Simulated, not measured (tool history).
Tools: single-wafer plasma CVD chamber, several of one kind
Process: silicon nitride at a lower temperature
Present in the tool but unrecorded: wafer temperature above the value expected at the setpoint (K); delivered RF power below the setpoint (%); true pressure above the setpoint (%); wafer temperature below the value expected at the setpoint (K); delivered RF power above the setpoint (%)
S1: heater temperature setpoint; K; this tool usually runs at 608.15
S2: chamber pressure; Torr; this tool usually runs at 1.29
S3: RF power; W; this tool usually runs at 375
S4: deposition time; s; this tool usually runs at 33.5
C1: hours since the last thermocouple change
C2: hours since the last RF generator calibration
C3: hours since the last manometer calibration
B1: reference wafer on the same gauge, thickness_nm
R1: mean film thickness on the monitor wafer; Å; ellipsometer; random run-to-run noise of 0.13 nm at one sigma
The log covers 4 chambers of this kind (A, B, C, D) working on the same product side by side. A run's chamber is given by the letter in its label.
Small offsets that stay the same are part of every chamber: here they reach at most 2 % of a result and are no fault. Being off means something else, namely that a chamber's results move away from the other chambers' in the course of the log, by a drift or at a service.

run 1A hour=4.4 | S1=608.15 S2=1.29 S3=375 S4=33.5 | C1=1200.9 C2=484.7 C3=1480.6 | B1=34.506 | R1=429.76
-- hour=7.6 chamber D: RF generator calibrated
run 2B hour=9.5 | S1=608.15 S2=1.29 S3=375 S4=33.5 | C1=1273.6 C2=139.3 C3=217.4 | B1=34.491 | R1=438.30
run 3C hour=15.2 | S1=608.15 S2=1.29 S3=375 S4=33.5 | C1=1099.1 C2=882.3 C3=640.5 | B1=34.488 | R1=431.76
-- hour=17.8 chamber D: capacitance manometer re-zeroed and calibrated
run 4D hour=18.5 | S1=608.15 S2=1.29 S3=375 S4=33.5 | C1=964.9 C2=11.0 C3=0.7 | B1=34.514 | R1=432.57
run 5C hour=24.4 | S1=608.15 S2=1.29 S3=375 S4=33.5 | C1=1108.3 C2=891.5 C3=649.7 | B1=34.498 | R1=429.94
run 6B hour=27.8 | S1=608.15 S2=1.29 S3=375 S4=33.5 | C1=1291.9 C2=157.6 C3=235.7 | B1=34.486 | R1=438.03
run 7A hour=33.1 | S1=608.15 S2=1.29 S3=375 S4=33.5 | C1=1229.6 C2=513.4 C3=1509.3 | B1=34.519 | R1=429.75
run 8D hour=37.2 | S1=608.15 S2=1.29 S3=375 S4=33.5 | C1=983.6 C2=29.7 C3=19.4 | B1=34.525 | R1=434.13
run 9B hour=40.6 | S1=608.15 S2=1.29 S3=375 S4=33.5 | C1=1304.7 C2=170.4 C3=248.5 | B1=34.518 | R1=439.14
run 10D hour=45.1 | S1=608.15 S2=1.29 S3=445 S4=30.5 | C1=991.5 C2=37.6 C3=27.3 | B1=34.517 | R1=440.77
run 11A hour=48.7 | S1=608.15 S2=1.29 S3=445 S4=30.5 | C1=1245.2 C2=529.0 C3=1524.9 | B1=34.503 | R1=434.65
run 12C hour=53.4 | S1=608.15 S2=1.29 S3=445 S4=30.5 | C1=1137.3 C2=920.5 C3=678.7 | B1=34.515 | R1=438.05
run 13A hour=56.5 | S1=608.15 S2=1.29 S3=445 S4=30.5 | C1=1253.0 C2=536.8 C3=1532.7 | B1=34.474 | R1=433.43
run 14B hour=62.2 | S1=608.15 S2=1.29 S3=375 S4=33.5 | C1=1326.3 C2=192.0 C3=270.1 | B1=34.529 | R1=439.02
run 15D hour=67.0 | S1=608.15 S2=1.29 S3=375 S4=33.5 | C1=1013.4 C2=59.5 C3=49.2 | B1=34.519 | R1=432.04
run 16C hour=72.4 | S1=608.15 S2=1.29 S3=375 S4=33.5 | C1=1156.3 C2=939.5 C3=697.7 | B1=34.483 | R1=431.86
run 17C hour=76.3 | S1=608.15 S2=1.29 S3=375 S4=33.5 | C1=1160.2 C2=943.4 C3=701.6 | B1=34.491 | R1=432.19
run 18A hour=79.0 | S1=608.15 S2=1.29 S3=375 S4=33.5 | C1=1275.5 C2=559.3 C3=1555.2 | B1=34.496 | R1=426.34
run 19D hour=84.0 | S1=608.15 S2=1.29 S3=375 S4=33.5 | C1=1030.4 C2=76.5 C3=66.2 | B1=34.522 | R1=435.65
run 20B hour=89.8 | S1=608.15 S2=1.29 S3=375 S4=33.5 | C1=1353.9 C2=219.6 C3=297.7 | B1=34.531 | R1=437.09
run 21C hour=95.5 | S1=608.15 S2=1.29 S3=375 S4=33.5 | C1=1179.4 C2=962.6 C3=720.8 | B1=34.506 | R1=430.49
run 22A hour=99.2 | S1=608.15 S2=1.29 S3=375 S4=33.5 | C1=1295.7 C2=579.5 C3=1575.4 | B1=34.501 | R1=428.60
run 23B hour=105.3 | S1=608.15 S2=1.29 S3=375 S4=33.5 | C1=1369.4 C2=235.1 C3=313.2 | B1=34.496 | R1=435.90
run 24D hour=110.2 | S1=608.15 S2=1.29 S3=375 S4=33.5 | C1=1056.6 C2=102.7 C3=92.4 | B1=34.499 | R1=432.02
run 25B hour=112.9 | S1=608.15 S2=1.29 S3=375 S4=33.5 | C1=1377.0 C2=242.7 C3=320.8 | B1=34.489 | R1=437.99
run 26A hour=117.6 | S1=608.15 S2=1.29 S3=375 S4=33.5 | C1=1314.1 C2=597.9 C3=1593.8 | B1=34.500 | R1=429.56
run 27D hour=123.8 | S1=608.15 S2=1.29 S3=375 S4=33.5 | C1=1070.2 C2=116.3 C3=106.0 | B1=34.497 | R1=434.64
run 28C hour=127.5 | S1=608.15 S2=1.29 S3=375 S4=33.5 | C1=1211.4 C2=994.6 C3=752.8 | B1=34.510 | R1=430.07
run 29A hour=133.8 | S1=608.15 S2=1.29 S3=375 S4=33.5 | C1=1330.3 C2=614.1 C3=1610.0 | B1=34.507 | R1=430.67
run 30B hour=137.1 | S1=608.15 S2=1.29 S3=375 S4=33.5 | C1=1401.2 C2=266.9 C3=345.0 | B1=34.501 | R1=437.69
run 31C hour=139.9 | S1=608.15 S2=1.29 S3=375 S4=33.5 | C1=1223.8 C2=1007.0 C3=765.2 | B1=34.507 | R1=431.50
run 32D hour=144.1 | S1=608.15 S2=1.29 S3=375 S4=33.5 | C1=1090.5 C2=136.6 C3=126.3 | B1=34.513 | R1=431.52
run 33B hour=148.9 | S1=608.15 S2=1.29 S3=375 S4=33.5 | C1=1413.0 C2=278.7 C3=356.8 | B1=34.515 | R1=437.22
run 34C hour=153.4 | S1=608.15 S2=1.29 S3=375 S4=33.5 | C1=1237.3 C2=1020.5 C3=778.7 | B1=34.505 | R1=431.42
run 35A hour=158.8 | S1=608.15 S2=1.29 S3=375 S4=33.5 | C1=1355.3 C2=639.1 C3=1635.0 | B1=34.460 | R1=429.30
run 36D hour=163.9 | S1=608.15 S2=1.29 S3=375 S4=33.5 | C1=1110.3 C2=156.4 C3=146.1 | B1=34.513 | R1=432.40
run 37D hour=169.8 | S1=599.15 S2=1.29 S3=335 S4=33.5 | C1=1116.2 C2=162.3 C3=152.0 | B1=34.517 | R1=405.51
run 38C hour=173.7 | S1=599.15 S2=1.29 S3=335 S4=33.5 | C1=1257.6 C2=1040.8 C3=799.0 | B1=34.513 | R1=399.38

Which is it: a chamber that has drifted or been left off by a service, a gauge drift common to all chambers, or only each chamber's usual small offset? If a chamber is off, name it and its likeliest cause.

No chamber stands off beyond its own small offset, and the gauge holds steady.

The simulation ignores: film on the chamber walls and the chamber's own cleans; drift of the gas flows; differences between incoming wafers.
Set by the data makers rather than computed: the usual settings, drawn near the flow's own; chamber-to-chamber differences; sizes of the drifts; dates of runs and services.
